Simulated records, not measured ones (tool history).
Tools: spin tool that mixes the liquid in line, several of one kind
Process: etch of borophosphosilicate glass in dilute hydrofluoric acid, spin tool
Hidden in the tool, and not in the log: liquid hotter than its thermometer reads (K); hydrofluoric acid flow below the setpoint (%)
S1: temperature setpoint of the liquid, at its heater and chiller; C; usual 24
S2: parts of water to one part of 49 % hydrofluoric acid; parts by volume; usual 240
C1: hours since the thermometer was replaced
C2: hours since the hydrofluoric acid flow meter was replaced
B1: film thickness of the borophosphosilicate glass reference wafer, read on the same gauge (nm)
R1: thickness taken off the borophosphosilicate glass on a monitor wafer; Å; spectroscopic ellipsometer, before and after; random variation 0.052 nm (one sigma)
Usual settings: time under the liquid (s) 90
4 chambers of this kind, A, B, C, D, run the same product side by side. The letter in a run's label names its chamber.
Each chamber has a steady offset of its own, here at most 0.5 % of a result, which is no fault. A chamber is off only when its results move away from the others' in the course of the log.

run 1C hour=6.7 | S1=24 S2=240 time_under_the_liquid_(s)=90 | C1=178.3 C2=726.6 | B1=140.01 | R1=123.49
run 2A hour=12.3 | S1=24 S2=240 time_under_the_liquid_(s)=90 | C1=775.8 C2=356.5 | B1=140 | R1=122.78
-- hour=17 chamber C: hydrofluoric acid flow meter replaced
run 3D hour=18.9 | S1=24 S2=240 time_under_the_liquid_(s)=90 | C1=332.7 C2=397.8 | B1=140.01 | R1=122.76
run 4B hour=26.1 | S1=24 S2=240 time_under_the_liquid_(s)=90 | C1=61.2 C2=145.1 | B1=140.01 | R1=122.6
run 5A hour=31.9 | S1=24 S2=240 time_under_the_liquid_(s)=90 | C1=795.4 C2=376.1 | B1=139.99 | R1=123.09
run 6B hour=38.3 | S1=24 S2=240 time_under_the_liquid_(s)=90 | C1=73.4 C2=157.3 | B1=140.02 | R1=121.89
run 7C hour=43.8 | S1=24 S2=240 time_under_the_liquid_(s)=90 | C1=215.4 C2=26.9 | B1=140 | R1=123.39
run 8D hour=49.5 | S1=24 S2=240 time_under_the_liquid_(s)=90 | C1=363.3 C2=428.4 | B1=140.01 | R1=124.22
run 9D hour=57 | S1=24 S2=240 time_under_the_liquid_(s)=90 | C1=370.8 C2=435.9 | B1=140 | R1=122.52
run 10A hour=64.2 | S1=24 S2=240 time_under_the_liquid_(s)=50 | C1=827.7 C2=408.4 | B1=139.99 | R1=68.593
-- hour=72.2 chamber D: hydrofluoric acid flow meter replaced
run 11C hour=74.1 | S1=24 S2=240 time_under_the_liquid_(s)=50 | C1=245.7 C2=57.2 | B1=139.98 | R1=68.508
run 12B hour=83.3 | S1=24 S2=240 time_under_the_liquid_(s)=50 | C1=118.4 C2=202.3 | B1=140 | R1=67.92
run 13C hour=91.1 | S1=24 S2=240 time_under_the_liquid_(s)=50 | C1=262.7 C2=74.2 | B1=139.99 | R1=68.451
run 14D hour=97 | S1=24 S2=240 time_under_the_liquid_(s)=90 | C1=410.8 C2=24.9 | B1=139.99 | R1=123.72
run 15A hour=101.9 | S1=24 S2=240 time_under_the_liquid_(s)=90 | C1=865.4 C2=446.1 | B1=139.99 | R1=123.35
run 16B hour=110.9 | S1=24 S2=240 time_under_the_liquid_(s)=135 | C1=146 C2=229.9 | B1=140 | R1=184.42
run 17C hour=116.3 | S1=24 S2=240 time_under_the_liquid_(s)=135 | C1=287.9 C2=99.4 | B1=140.01 | R1=185.06
run 18D hour=126 | S1=24 S2=240 time_under_the_liquid_(s)=135 | C1=439.8 C2=53.9 | B1=140 | R1=184.9
run 19A hour=136.3 | S1=24 S2=240 time_under_the_liquid_(s)=135 | C1=899.8 C2=480.5 | B1=140 | R1=185.88
run 20B hour=146.2 | S1=24 S2=240 time_under_the_liquid_(s)=90 | C1=181.3 C2=265.2 | B1=140 | R1=121.75
run 21D hour=151.5 | S1=24 S2=240 time_under_the_liquid_(s)=90 | C1=465.3 C2=79.4 | B1=140 | R1=123.94
run 22A hour=158.5 | S1=24 S2=240 time_under_the_liquid_(s)=90 | C1=922 C2=502.7 | B1=140 | R1=123.87
run 23B hour=166.3 | S1=24 S2=240 time_under_the_liquid_(s)=90 | C1=201.4 C2=285.3 | B1=139.98 | R1=123.09
run 24C hour=174.5 | S1=24 S2=180 time_under_the_liquid_(s)=40 | C1=346.1 C2=157.6 | B1=140.01 | R1=76.832
run 25C hour=183.6 | S1=24 S2=180 time_under_the_liquid_(s)=40 | C1=355.2 C2=166.7 | B1=139.98 | R1=77.877
run 26A hour=190.2 | S1=24 S2=180 time_under_the_liquid_(s)=40 | C1=953.7 C2=534.4 | B1=140 | R1=78.138
run 27D hour=198.1 | S1=24 S2=180 time_under_the_liquid_(s)=40 | C1=511.9 C2=126 | B1=139.99 | R1=77.862
run 28B hour=208.1 | S1=24 S2=240 time_under_the_liquid_(s)=90 | C1=243.2 C2=327.1 | B1=140.01 | R1=122.9
run 29C hour=218.2 | S1=24 S2=240 time_under_the_liquid_(s)=90 | C1=389.8 C2=201.3 | B1=140 | R1=123.47
run 30A hour=225.3 | S1=24 S2=240 time_under_the_liquid_(s)=90 | C1=988.8 C2=569.5 | B1=139.97 | R1=124.32
run 31B hour=233.4 | S1=24 S2=240 time_under_the_liquid_(s)=90 | C1=268.5 C2=352.4 | B1=140.01 | R1=123.28
run 32D hour=243 | S1=24 S2=240 time_under_the_liquid_(s)=90 | C1=556.8 C2=170.9 | B1=140.01 | R1=122.7
run 33C hour=252.8 | S1=24 S2=240 time_under_the_liquid_(s)=90 | C1=424.4 C2=235.9 | B1=140.01 | R1=122.82
run 34A hour=258.2 | S1=24 S2=240 time_under_the_liquid_(s)=90 | C1=1021.7 C2=602.4 | B1=139.99 | R1=124.35
run 35B hour=266.1 | S1=24 S2=240 time_under_the_liquid_(s)=90 | C1=301.2 C2=385.1 | B1=140.02 | R1=122.75
run 36D hour=272.8 | S1=24 S2=240 time_under_the_liquid_(s)=90 | C1=586.6 C2=200.7 | B1=139.99 | R1=123.9
run 37B hour=282 | S1=24 S2=240 time_under_the_liquid_(s)=90 | C1=317.1 C2=401 | B1=139.99 | R1=122.35
run 38D hour=292.2 | S1=24 S2=240 time_under_the_liquid_(s)=90 | C1=606 C2=220.1 | B1=139.97 | R1=123.72
run 39C hour=298.3 | S1=24 S2=240 time_under_the_liquid_(s)=90 | C1=469.9 C2=281.4 | B1=140 | R1=123.11
run 40A hour=304 | S1=19.5 S2=240 time_under_the_liquid_(s)=55 | C1=1067.5 C2=648.2 | B1=140 | R1=64.69
-- hour=306.7 chamber A: hydrofluoric acid flow meter replaced
run 41B hour=314.8 | S1=19.5 S2=240 time_under_the_liquid_(s)=55 | C1=349.9 C2=433.8 | B1=140.01 | R1=63.25
run 42D hour=325.3 | S1=19.5 S2=240 time_under_the_liquid_(s)=55 | C1=639.1 C2=253.2 | B1=140.01 | R1=63.648
run 43A hour=330.7 | S1=19.5 S2=240 time_under_the_liquid_(s)=55 | C1=1094.2 C2=24 | B1=140.02 | R1=65.482

What goes on in this fleet: one chamber off, a drifting gauge, or nothing beyond the chambers' own small offsets? Name the chamber and the cause, if any.

Chamber A drifts away from the others.
Cause: liquid hotter than its thermometer reads (K) = 0.629.

Here are 4 candidates for chamber A's next run, each the usual settings with a change, their results left as question marks. Which one brings its results back in line with what the others give on the usual settings?
In line means no further than this from the other chambers' mean on the usual settings: R1 1.8 Å
run 44A-1 hour=338.4 | S1=24 S2=230 time_under_the_liquid_(s)=90 | R1=?
run 44A-2 hour=338.4 | S1=24 S2=245 time_under_the_liquid_(s)=90 | R1=?
run 44A-3 hour=338.4 | S1=24 S2=250 time_under_the_liquid_(s)=90 | R1=?
run 44A-4 hour=338.4 | S1=24 S2=235 time_under_the_liquid_(s)=90 | R1=?

The other chambers' mean on the usual settings: R1 123.21 Å
run=44A-1 R1=133.27
run=44A-2 R1=123.13
run=44A-3 R1=120.04
run=44A-4 R1=129.74
44A-2 brings the chamber back in line.
